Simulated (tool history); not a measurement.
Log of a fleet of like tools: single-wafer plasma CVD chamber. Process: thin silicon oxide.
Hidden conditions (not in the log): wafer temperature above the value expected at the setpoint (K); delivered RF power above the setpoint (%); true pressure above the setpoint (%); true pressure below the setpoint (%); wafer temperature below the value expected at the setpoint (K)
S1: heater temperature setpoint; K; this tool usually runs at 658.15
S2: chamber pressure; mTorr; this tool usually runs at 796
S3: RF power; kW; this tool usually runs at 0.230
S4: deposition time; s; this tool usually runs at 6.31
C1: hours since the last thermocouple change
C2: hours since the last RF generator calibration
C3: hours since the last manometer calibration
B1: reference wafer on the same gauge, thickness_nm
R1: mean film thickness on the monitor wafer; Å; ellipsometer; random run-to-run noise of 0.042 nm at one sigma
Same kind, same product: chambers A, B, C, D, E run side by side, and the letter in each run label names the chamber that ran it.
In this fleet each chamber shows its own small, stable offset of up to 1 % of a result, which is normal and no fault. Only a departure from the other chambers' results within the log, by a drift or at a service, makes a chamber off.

run   hour      S1   S2     S3    S4      C1      C2     C3      B1       R1
 1B    5.6  658.15  796  0.230  6.31   525.4  1241.8  185.4  11.100  104.350
 2A   14.6  658.15  796  0.230  6.31  1172.7   745.6  615.3  11.106  102.610
 3D   22.4  658.15  796  0.230  6.31  1797.6    89.4  266.9  11.095  104.150
 4C   30.9  658.15  796  0.230  6.31  1319.8   729.9  429.2  11.093  103.710
 5E   39.0  653.15  796  0.255  6.31   515.9   134.8  633.6  11.098  109.680
 6E   45.2  653.15  796  0.255  6.31   522.1   141.0  639.8  11.096  110.430
 7D   50.7  653.15  796  0.255  6.31  1825.9   117.7  295.2  11.109  109.330
 8A   61.5  653.15  796  0.255  6.31  1219.6   792.5  662.2  11.113  107.540
 9B   66.8  653.15  796  0.255  6.31   586.6  1303.0  246.6  11.108  109.460
10C   71.7  658.15  796  0.230  6.31  1360.6   770.7  470.0  11.104  102.980
11C   80.9  658.15  796  0.230  6.31  1369.8   779.9  479.2  11.094  103.340
12B   86.0  658.15  796  0.230  6.31   605.8  1322.2  265.8  11.095  104.400
13E   94.1  658.15  796  0.230  6.31   571.0   189.9  688.7  11.097  104.830
14D  101.2  658.15  796  0.230  6.31  1876.4   168.2  345.7  11.098  103.040
15A  106.5  658.15  796  0.230  6.31  1264.6   837.5  707.2  11.097  103.020
16B  115.4  658.15  796  0.230  6.31   635.2  1351.6  295.2  11.095  104.080
     120.5  -- chamber B: RF generator calibrated
17A  123.2  658.15  796  0.230  6.31  1281.3   854.2  723.9  11.103  102.340
18D  133.0  648.15  796  0.275  6.31  1908.2   200.0  377.5  11.087  112.810
19E  139.5  648.15  796  0.275  6.31   616.4   235.3  734.1  11.102  113.710
20C  145.4  648.15  796  0.275  6.31  1434.3   844.4  543.7  11.106  113.530
21B  154.0  648.15  796  0.275  6.31   673.8    33.6  333.8  11.098  114.370
     157.5  -- chamber E: capacitance manometer re-zeroed and calibrated
22D  160.9  648.15  796  0.275  6.31  1936.1   227.9  405.4  11.094  112.860
23A  167.5  662.15  704  0.230  6.31  1325.6   898.5  768.2  11.106   90.453
24E  173.2  662.15  704  0.230  6.31   650.1   269.0   15.7  11.106   87.436
25C  183.0  662.15  704  0.230  6.31  1471.9   882.0  581.3  11.094   90.777
     186.1  -- chamber D: thermocouple changed; heater temperature recalibrated
26A  189.7  662.15  704  0.230  6.31  1347.8   920.7  790.4  11.086   90.414
27C  198.1  662.15  704  0.230  6.31  1487.0   897.1  596.4  11.101   91.004
28B  206.6  658.15  796  0.230  6.31   726.4    86.2  386.4  11.110  104.240
29D  215.4  658.15  796  0.230  6.31    29.3   282.4  459.9  11.105  104.030
30E  222.1  658.15  796  0.230  6.31   699.0   317.9   64.6  11.094   99.036
31D  227.2  658.15  927  0.210  6.31    41.1   294.2  471.7  11.102  113.860
32B  232.8  658.15  927  0.210  6.31   752.6   112.4  412.6  11.098  113.530
33E  238.2  658.15  927  0.210  6.31   715.1   334.0   80.7  11.096  108.340
34C  246.0  658.15  927  0.210  6.31  1534.9   945.0  644.3  11.092  113.330
35A  252.1  658.15  927  0.210  6.31  1410.2   983.1  852.8  11.097  112.430
36C  260.7  658.15  796  0.200  5.46  1549.6   959.7  659.0  11.103   84.698
37B  267.5  658.15  796  0.200  5.46   787.3   147.1  447.3  11.091   84.247
38E  275.3  658.15  796  0.200  5.46   752.2   371.1  117.8  11.100   80.350
     280.6  -- chamber A: thermocouple changed; heater temperature recalibrated
39A  282.8  658.15  796  0.200  5.46     2.2  1013.8  883.5  11.108   83.434
40D  290.7  658.15  796  0.200  5.46   104.6   357.7  535.2  11.106   84.512

Read the log: is a single chamber off, either drifting away or since a service, is the gauge that measures every chamber drifting, or is nothing wrong beyond small per-chamber offsets? Name any odd chamber and what most likely caused it.

A service left chamber E off against the others.
What lies behind it: true pressure below the setpoint (%) = 5.31.

Below are 4 candidate recipes for chamber E's next run, each the usual settings with a change, their results shown as question marks. Which of them brings E's results back in line with what the other chambers give on the usual settings?
In line here means within this much of the mean the other chambers give on the usual settings: R1 1.500 Å
41E-1  298.4  658.15  776  0.230  6.21                   ?
41E-2  298.4  658.15  816  0.230  6.41                   ?
41E-3  298.4  658.15  811  0.230  6.31                   ?
41E-4  298.4  658.15  796  0.220  6.31                   ?

Other chambers, usual settings, mean: R1 103.650 Å
  run       R1
41E-1   95.254
41E-2  103.240
41E-3  101.050
41E-4   97.226
41E-2 brings the chamber back in line.
